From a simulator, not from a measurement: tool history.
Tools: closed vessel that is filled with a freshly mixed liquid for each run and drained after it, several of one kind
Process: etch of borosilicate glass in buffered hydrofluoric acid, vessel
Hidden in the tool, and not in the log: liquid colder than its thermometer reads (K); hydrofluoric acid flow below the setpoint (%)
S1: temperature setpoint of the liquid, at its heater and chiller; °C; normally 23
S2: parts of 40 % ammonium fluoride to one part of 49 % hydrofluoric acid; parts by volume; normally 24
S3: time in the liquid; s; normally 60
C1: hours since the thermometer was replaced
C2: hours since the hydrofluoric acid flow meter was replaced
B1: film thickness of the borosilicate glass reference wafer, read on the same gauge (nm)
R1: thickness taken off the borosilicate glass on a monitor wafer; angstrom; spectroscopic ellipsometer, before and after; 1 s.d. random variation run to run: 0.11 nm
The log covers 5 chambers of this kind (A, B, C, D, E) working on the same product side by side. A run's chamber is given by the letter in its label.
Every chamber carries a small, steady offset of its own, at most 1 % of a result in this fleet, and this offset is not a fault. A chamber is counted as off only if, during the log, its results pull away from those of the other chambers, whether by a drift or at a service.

{"run": "1E", "hour": 3.7, "S1": 23, "S2": 24, "S3": 60, "C1": 2229, "C2": 725.5, "B1": 109.98, "R1": 316.63}
{"run": "2A", "hour": 7.6, "S1": 23, "S2": 24, "S3": 60, "C1": 125.1, "C2": 79.4, "B1": 109.98, "R1": 314.55}
{"run": "3C", "hour": 11.9, "S1": 23, "S2": 24, "S3": 60, "C1": 400.7, "C2": 349.7, "B1": 110.01, "R1": 312.93}
{"run": "4D", "hour": 17.2, "S1": 23, "S2": 24, "S3": 60, "C1": 542.8, "C2": 326.9, "B1": 109.99, "R1": 315.11}
{"run": "5B", "hour": 20.7, "S1": 18.5, "S2": 17, "S3": 60, "C1": 281.4, "C2": 438.7, "B1": 110, "R1": 328.09}
{"run": "6D", "hour": 24.9, "S1": 18.5, "S2": 17, "S3": 60, "C1": 550.5, "C2": 334.6, "B1": 109.97, "R1": 328.76}
{"run": "7B", "hour": 30.1, "S1": 18.5, "S2": 17, "S3": 60, "C1": 290.8, "C2": 448.1, "B1": 109.98, "R1": 327.86}
{"run": "8E", "hour": 32.8, "S1": 18.5, "S2": 17, "S3": 60, "C1": 2258.1, "C2": 754.6, "B1": 110.01, "R1": 330.31}
{"run": "9A", "hour": 35.2, "S1": 18.5, "S2": 17, "S3": 60, "C1": 152.7, "C2": 107, "B1": 110, "R1": 328.77}
{"run": "10C", "hour": 39.6, "S1": 23, "S2": 24, "S3": 60, "C1": 428.4, "C2": 377.4, "B1": 109.96, "R1": 314.05}
{"run": "11D", "hour": 43.4, "S1": 23, "S2": 24, "S3": 60, "C1": 569, "C2": 353.1, "B1": 109.97, "R1": 315.82}
{"run": "12A", "hour": 47.1, "S1": 23, "S2": 24, "S3": 60, "C1": 164.6, "C2": 118.9, "B1": 110.01, "R1": 315.24}
{"run": "13E", "hour": 50.0, "S1": 23, "S2": 24, "S3": 60, "C1": 2275.3, "C2": 771.8, "B1": 110.01, "R1": 315.32}
{"run": "14B", "hour": 53.2, "S1": 23, "S2": 24, "S3": 60, "C1": 313.9, "C2": 471.2, "B1": 109.94, "R1": 314.3}
{"run": "15C", "hour": 58.2, "S1": 23, "S2": 24, "S3": 60, "C1": 447, "C2": 396, "B1": 109.96, "R1": 311.79}
{"run": "16B", "hour": 63.4, "S1": 23, "S2": 24, "S3": 60, "C1": 324.1, "C2": 481.4, "B1": 110.03, "R1": 313.69}
{"run": "17E", "hour": 68.6, "S1": 23, "S2": 24, "S3": 60, "C1": 2293.9, "C2": 790.4, "B1": 109.98, "R1": 314.93}
{"run": "18D", "hour": 73.0, "S1": 23, "S2": 24, "S3": 60, "C1": 598.6, "C2": 382.7, "B1": 109.99, "R1": 315.45}
{"run": "19C", "hour": 77.0, "S1": 23, "S2": 24, "S3": 60, "C1": 465.8, "C2": 414.8, "B1": 109.96, "R1": 310.79}
{"run": "20A", "hour": 80.6, "S1": 23, "S2": 24, "S3": 60, "C1": 198.1, "C2": 152.4, "B1": 110.02, "R1": 314.03}
{"run": "21A", "hour": 83.4, "S1": 23, "S2": 24, "S3": 60, "C1": 200.9, "C2": 155.2, "B1": 110, "R1": 315.13}
{"run": "22D", "hour": 88.2, "S1": 23, "S2": 24, "S3": 60, "C1": 613.8, "C2": 397.9, "B1": 110.03, "R1": 313.1}
{"run": "23B", "hour": 93.0, "S1": 23, "S2": 24, "S3": 60, "C1": 353.7, "C2": 511, "B1": 110.04, "R1": 316.62}
{"run": "24C", "hour": 96.1, "S1": 23, "S2": 24, "S3": 60, "C1": 484.9, "C2": 433.9, "B1": 110.01, "R1": 312.9}
{"run": "25E", "hour": 101.3, "S1": 23, "S2": 24, "S3": 60, "C1": 2326.6, "C2": 823.1, "B1": 110.04, "R1": 315.99}
{"run": "26C", "hour": 105.2, "S1": 23, "S2": 24, "S3": 60, "C1": 494, "C2": 443, "B1": 110.01, "R1": 314.83}
{"run": "27B", "hour": 109.2, "S1": 23, "S2": 24, "S3": 60, "C1": 369.9, "C2": 527.2, "B1": 110.03, "R1": 314.75}
{"run": "28E", "hour": 112.8, "S1": 23, "S2": 24, "S3": 60, "C1": 2338.1, "C2": 834.6, "B1": 110.02, "R1": 315.89}
{"run": "29A", "hour": 117.1, "S1": 23, "S2": 24, "S3": 60, "C1": 234.6, "C2": 188.9, "B1": 110, "R1": 312.9}
{"run": "30D", "hour": 122.0, "S1": 23, "S2": 24, "S3": 60, "C1": 647.6, "C2": 431.7, "B1": 109.98, "R1": 306.99}
{"run": "31B", "hour": 125.2, "S1": 20.5, "S2": 24, "S3": 60, "C1": 385.9, "C2": 543.2, "B1": 109.98, "R1": 273.56}
{"run": "32A", "hour": 128.6, "S1": 20.5, "S2": 24, "S3": 60, "C1": 246.1, "C2": 200.4, "B1": 110.01, "R1": 273.67}
{"hour": 130.3, "done": "chamber E: thermometer replaced"}
{"run": "33D", "hour": 131.1, "S1": 20.5, "S2": 24, "S3": 60, "C1": 656.7, "C2": 440.8, "B1": 110.03, "R1": 267.69}
{"run": "34C", "hour": 134.2, "S1": 20.5, "S2": 24, "S3": 60, "C1": 523, "C2": 472, "B1": 109.97, "R1": 274.83}
{"run": "35E", "hour": 139.5, "S1": 20.5, "S2": 24, "S3": 60, "C1": 9.3, "C2": 861.3, "B1": 109.99, "R1": 277.12}
{"run": "36B", "hour": 143.5, "S1": 25.5, "S2": 24, "S3": 90, "C1": 404.2, "C2": 561.5, "B1": 110.05, "R1": 535.88}
{"run": "37E", "hour": 148.4, "S1": 25.5, "S2": 24, "S3": 90, "C1": 18.2, "C2": 870.2, "B1": 109.98, "R1": 543.9}
{"run": "38D", "hour": 153.2, "S1": 25.5, "S2": 24, "S3": 90, "C1": 678.8, "C2": 462.9, "B1": 109.95, "R1": 519.55}
{"run": "39A", "hour": 155.9, "S1": 25.5, "S2": 24, "S3": 90, "C1": 273.4, "C2": 227.7, "B1": 110.01, "R1": 539.53}
{"run": "40C", "hour": 158.8, "S1": 25.5, "S2": 24, "S3": 90, "C1": 547.6, "C2": 496.6, "B1": 110, "R1": 539}
{"run": "41E", "hour": 161.1, "S1": 23, "S2": 24, "S3": 60, "C1": 30.9, "C2": 882.9, "B1": 109.98, "R1": 317.07}

All chambers now run identical settings, listed one chamber a line with results as question marks. What results will each chamber show?
{"run": "42A", "hour": 165.0, "S1": 23, "S2": 24, "S3": 60, "R1": "?"}
{"run": "42B", "hour": 165.0, "S1": 23, "S2": 24, "S3": 60, "R1": "?"}
{"run": "42C", "hour": 165.0, "S1": 23, "S2": 24, "S3": 60, "R1": "?"}
{"run": "42D", "hour": 165.0, "S1": 23, "S2": 24, "S3": 60, "R1": "?"}
{"run": "42E", "hour": 165.0, "S1": 23, "S2": 24, "S3": 60, "R1": "?"}

run=42A R1=314.11
run=42B R1=314.18
run=42C R1=312.85
run=42D R1=302.96
run=42E R1=318.15
